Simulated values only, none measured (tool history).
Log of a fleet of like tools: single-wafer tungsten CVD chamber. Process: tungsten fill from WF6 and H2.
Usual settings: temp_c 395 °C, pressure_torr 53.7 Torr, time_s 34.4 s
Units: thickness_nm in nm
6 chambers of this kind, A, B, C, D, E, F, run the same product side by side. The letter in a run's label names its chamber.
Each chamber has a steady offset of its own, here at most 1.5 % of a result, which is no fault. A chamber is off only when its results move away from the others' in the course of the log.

| run | day | temp_c | pressure_torr | time_s | hours since the last thermocouple change | hours since the last manometer calibration | read-back reference wafer on the same gauge, thickness_nm | thickness_nm |
|---|---|---|---|---|---|---|---|---|
| 1C | 0.350 | 395 | 53.7 | 34.4 | 1421.4 | 156.3 | 133.89 | 118.53 |
| 2A | 0.662 | 395 | 53.7 | 34.4 | 785.3 | 504.6 | 134.08 | 120.73 |
| 3E | 0.929 | 395 | 53.7 | 34.4 | 299.5 | 493.7 | 133.91 | 118.87 |
| 4D | 1.154 | 395 | 53.7 | 34.4 | 2331.5 | 1401.4 | 133.96 | 121.11 |
| 5B | 1.446 | 395 | 53.7 | 34.4 | 943.0 | 2102.2 | 134.01 | 119.51 |
| 6F | 1.608 | 400 | 53.7 | 38.7 | 1475.3 | 516.8 | 133.83 | 147.62 |
| 7C | 1.842 | 400 | 53.7 | 38.7 | 1457.2 | 192.1 | 133.89 | 145.05 |
| 8E | 2.071 | 400 | 53.7 | 38.7 | 326.9 | 521.1 | 133.81 | 147.41 |
|  | 2.108 | chamber C: thermocouple changed; heater temperature recalibrated |
| 9D | 2.358 | 400 | 53.7 | 38.7 | 2360.4 | 1430.3 | 133.92 | 152.24 |
| 10A | 2.708 | 400 | 53.7 | 38.7 | 834.4 | 553.7 | 134.05 | 148.68 |
| 11B | 2.871 | 400 | 53.7 | 38.7 | 977.2 | 2136.4 | 133.96 | 145.86 |
| 12F | 3.104 | 395 | 53.7 | 34.4 | 1511.2 | 552.7 | 133.89 | 119.28 |
| 13C | 3.438 | 395 | 53.7 | 34.4 | 31.9 | 230.4 | 133.97 | 119.06 |
| 14B | 3.771 | 395 | 53.7 | 34.4 | 998.8 | 2158.0 | 134.14 | 118.66 |
| 15F | 4.017 | 395 | 53.7 | 34.4 | 1533.1 | 574.6 | 134.10 | 118.03 |
| 16E | 4.183 | 395 | 53.7 | 34.4 | 377.6 | 571.8 | 134.05 | 118.27 |
| 17A | 4.458 | 395 | 53.7 | 34.4 | 876.4 | 595.7 | 134.06 | 118.10 |
| 18D | 4.746 | 395 | 53.7 | 34.4 | 2417.7 | 1487.6 | 134.16 | 121.60 |
| 19E | 5.083 | 395 | 53.7 | 34.4 | 399.2 | 593.4 | 133.94 | 119.91 |
| 20B | 5.246 | 395 | 53.7 | 39.1 | 1034.2 | 2193.4 | 134.04 | 134.63 |
| 21A | 5.512 | 395 | 53.7 | 39.1 | 901.7 | 621.0 | 133.88 | 134.03 |
| 22F | 5.817 | 395 | 53.7 | 39.1 | 1576.3 | 617.8 | 134.05 | 135.49 |
| 23C | 6.146 | 395 | 53.7 | 39.1 | 96.9 | 295.4 | 133.92 | 135.46 |
| 24D | 6.462 | 395 | 53.7 | 39.1 | 2458.9 | 1528.8 | 134.07 | 139.07 |
| 25E | 6.646 | 395 | 53.7 | 39.1 | 436.7 | 630.9 | 134.05 | 135.57 |
| 26D | 6.896 | 395 | 53.7 | 34.4 | 2469.3 | 1539.2 | 133.96 | 121.42 |
| 27B | 7.167 | 395 | 53.7 | 34.4 | 1080.3 | 2239.5 | 134.04 | 118.83 |
| 28C | 7.529 | 395 | 53.7 | 34.4 | 130.1 | 328.6 | 134.03 | 117.38 |
| 29F | 7.796 | 395 | 53.7 | 34.4 | 1623.8 | 665.3 | 134.11 | 118.35 |
| 30A | 8.058 | 395 | 53.7 | 34.4 | 962.8 | 682.1 | 133.97 | 115.18 |
| 31C | 8.312 | 395 | 53.7 | 34.4 | 148.9 | 347.4 | 133.89 | 118.71 |
| 32F | 8.571 | 395 | 53.7 | 34.4 | 1642.4 | 683.9 | 133.94 | 119.01 |
| 33B | 8.825 | 395 | 53.7 | 34.4 | 1120.1 | 2279.3 | 134.01 | 118.30 |
| 34D | 9.025 | 395 | 53.7 | 34.4 | 2520.4 | 1590.3 | 133.85 | 120.60 |
| 35A | 9.317 | 395 | 53.7 | 39.5 | 993.0 | 712.3 | 134.03 | 132.46 |
| 36E | 9.575 | 395 | 53.7 | 39.5 | 507.0 | 701.2 | 134.18 | 136.68 |
| 37C | 9.888 | 395 | 53.7 | 39.5 | 186.7 | 385.2 | 134.08 | 136.18 |

What goes on in this fleet: one chamber off, a drifting gauge, or nothing beyond the chambers' own small offsets? Name the chamber and the cause, if any.

Chamber A drifts away from the others.
Cause: wafer temperature below the value expected at the setpoint (K) = 2.85.

Here are 4 candidates for chamber A's next run, each the usual settings with a change, their results left as question marks. Which one brings its results back in line with what the others give on the usual settings?
In line means no further than this from the other chambers' mean on the usual settings: thickness_nm 2.30 nm
| 38A-1 | 10.150 | 395 | 54.9 | 35.5 |  |  |  | ? |
| 38A-2 | 10.150 | 391 | 52.2 | 34.4 |  |  |  | ? |
| 38A-3 | 10.150 | 395 | 56.3 | 36.7 |  |  |  | ? |
| 38A-4 | 10.150 | 394 | 53.2 | 34.0 |  |  |  | ? |

The other chambers' mean on the usual settings: thickness_nm 119.26 nm
| run | thickness_nm |
|---|---|
| 38A-1 | 119.05 |
| 38A-2 | 104.38 |
| 38A-3 | 124.50 |
| 38A-4 | 110.27 |
38A-1 brings the chamber back in line.
